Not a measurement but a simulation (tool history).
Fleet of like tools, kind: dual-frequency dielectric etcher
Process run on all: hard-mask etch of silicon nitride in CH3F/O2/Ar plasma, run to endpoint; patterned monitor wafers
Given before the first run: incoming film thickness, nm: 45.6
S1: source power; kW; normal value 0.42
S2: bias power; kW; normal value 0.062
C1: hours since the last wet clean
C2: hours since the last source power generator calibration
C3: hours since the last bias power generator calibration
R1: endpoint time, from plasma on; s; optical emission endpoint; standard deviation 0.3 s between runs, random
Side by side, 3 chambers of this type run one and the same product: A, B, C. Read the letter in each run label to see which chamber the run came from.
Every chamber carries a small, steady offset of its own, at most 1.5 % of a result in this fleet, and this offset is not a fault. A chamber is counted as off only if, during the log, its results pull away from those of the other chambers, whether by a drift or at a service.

Run 1C, hour 13.3: usual settings; C1 369.6; C2 2206.3; C3 3989.4. Result: R1 67.966 s.
Run 2B, hour 21.3: usual settings; C1 243.6; C2 909.6; C3 596.5. Result: R1 66.792 s.
Run 3A, hour 28.8: usual settings; C1 189.8; C2 1598.3; C3 644.1. Result: R1 67.989 s.
At hour 39.8: chamber C: wet clean of the chamber.
Run 4A, hour 43.7: usual settings; C1 204.7; C2 1613.2; C3 659. Result: R1 67.254 s.
Run 5B, hour 57.3: usual settings; C1 279.6; C2 945.6; C3 632.5. Result: R1 67.185 s.
Run 6C, hour 64.6: usual settings; C1 24.9; C2 2257.6; C3 4040.7. Result: R1 67.726 s.
Run 7B, hour 74.2: usual settings; C1 296.5; C2 962.5; C3 649.4. Result: R1 67.394 s.
Run 8C, hour 83.6: usual settings but S1 0.34 kW; C1 43.9; C2 2276.6; C3 4059.7. Result: R1 73.992 s.
Run 9A, hour 92.4: usual settings but S1 0.34 kW; C1 253.4; C2 1661.9; C3 707.7. Result: R1 72.718 s.
Run 10C, hour 103.6: usual settings but S1 0.34 kW; C1 63.9; C2 2296.6; C3 4079.7. Result: R1 73.964 s.
Run 11B, hour 115.3: usual settings; C1 337.6; C2 1003.6; C3 690.5. Result: R1 67.638 s.
Run 12A, hour 129.1: usual settings; C1 290.1; C2 1698.6; C3 744.4. Result: R1 67.072 s.
Run 13A, hour 142: usual settings; C1 303; C2 1711.5; C3 757.3. Result: R1 66.839 s.
Run 14C, hour 156.7: usual settings; C1 117; C2 2349.7; C3 4132.8. Result: R1 68.595 s.
Run 15B, hour 167: usual settings; C1 389.3; C2 1055.3; C3 742.2. Result: R1 66.77 s.
Run 16B, hour 175.8: usual settings; C1 398.1; C2 1064.1; C3 751. Result: R1 67.01 s.
Run 17C, hour 187.8: usual settings; C1 148.1; C2 2380.8; C3 4163.9. Result: R1 67.722 s.
Run 18A, hour 199.7: usual settings; C1 360.7; C2 1769.2; C3 815. Result: R1 66.367 s.
Run 19A, hour 209.3: usual settings but S1 0.46 kW, S2 0.076 kW; C1 370.3; C2 1778.8; C3 824.6. Result: R1 59.635 s.
Run 20C, hour 217.5: usual settings but S1 0.46 kW, S2 0.076 kW; C1 177.8; C2 2410.5; C3 4193.6. Result: R1 61.343 s.
Run 21B, hour 225.7: usual settings but S1 0.46 kW, S2 0.076 kW; C1 448; C2 1114; C3 800.9. Result: R1 60.762 s.
Run 22C, hour 238.4: usual settings; C1 198.7; C2 2431.4; C3 4214.5. Result: R1 67.965 s.
Run 23B, hour 249.5: usual settings; C1 471.8; C2 1137.8; C3 824.7. Result: R1 66.996 s.
Run 24A, hour 256.7: usual settings; C1 417.7; C2 1826.2; C3 872. Result: R1 65.437 s.
Run 25A, hour 268.5: usual settings; C1 429.5; C2 1838; C3 883.8. Result: R1 65.572 s.
Run 26C, hour 279.2: usual settings; C1 239.5; C2 2472.2; C3 4255.3. Result: R1 67.946 s.
Run 27B, hour 293.2: usual settings; C1 515.5; C2 1181.5; C3 868.4. Result: R1 67.626 s.
Run 28A, hour 305.7: usual settings but S1 0.38 kW, S2 0.055 kW; C1 466.7; C2 1875.2; C3 921. Result: R1 70.131 s.
Run 29C, hour 320.7: usual settings but S1 0.38 kW, S2 0.055 kW; C1 281; C2 2513.7; C3 4296.8. Result: R1 73.519 s.
Run 30B, hour 332.1: usual settings but S1 0.38 kW, S2 0.055 kW; C1 554.4; C2 1220.4; C3 907.3. Result: R1 72.842 s.
Run 31A, hour 346.1: usual settings; C1 507.1; C2 1915.6; C3 961.4. Result: R1 64.673 s.

Does one chamber stand apart from the rest, does the shared gauge drift, or is all well apart from small per-chamber offsets? Give the chamber and the most likely cause, where there is one.

It is chamber A that slowly wanders off from its peers.
Likeliest cause: etch rate over this chamber's usual, % = 5.1.

Below are 4 candidate recipes for chamber A's next run, each the usual settings with a change, their results shown as question marks. Which of them brings A's results back in line with what the other chambers give on the usual settings?
Allowed miss from the other chambers' usual-settings mean, per result, to count as in line: R1 1 s
Run 32A-1, hour 357.1: usual settings but S1 0.47 kW, S2 0.069 kW. Result: R1 ?.
Run 32A-2, hour 357.1: usual settings but S1 0.34 kW. Result: R1 ?.
Run 32A-3, hour 357.1: usual settings but S1 0.4 kW, S2 0.058 kW. Result: R1 ?.
Run 32A-4, hour 357.1: usual settings but S1 0.47 kW. Result: R1 ?.

Other chambers, usual settings, mean: R1 67.646 s
  run      R1
32A-1  59.893
32A-2   70.35
32A-3  67.558
32A-4  62.078
32A-3 brings the chamber back in line.

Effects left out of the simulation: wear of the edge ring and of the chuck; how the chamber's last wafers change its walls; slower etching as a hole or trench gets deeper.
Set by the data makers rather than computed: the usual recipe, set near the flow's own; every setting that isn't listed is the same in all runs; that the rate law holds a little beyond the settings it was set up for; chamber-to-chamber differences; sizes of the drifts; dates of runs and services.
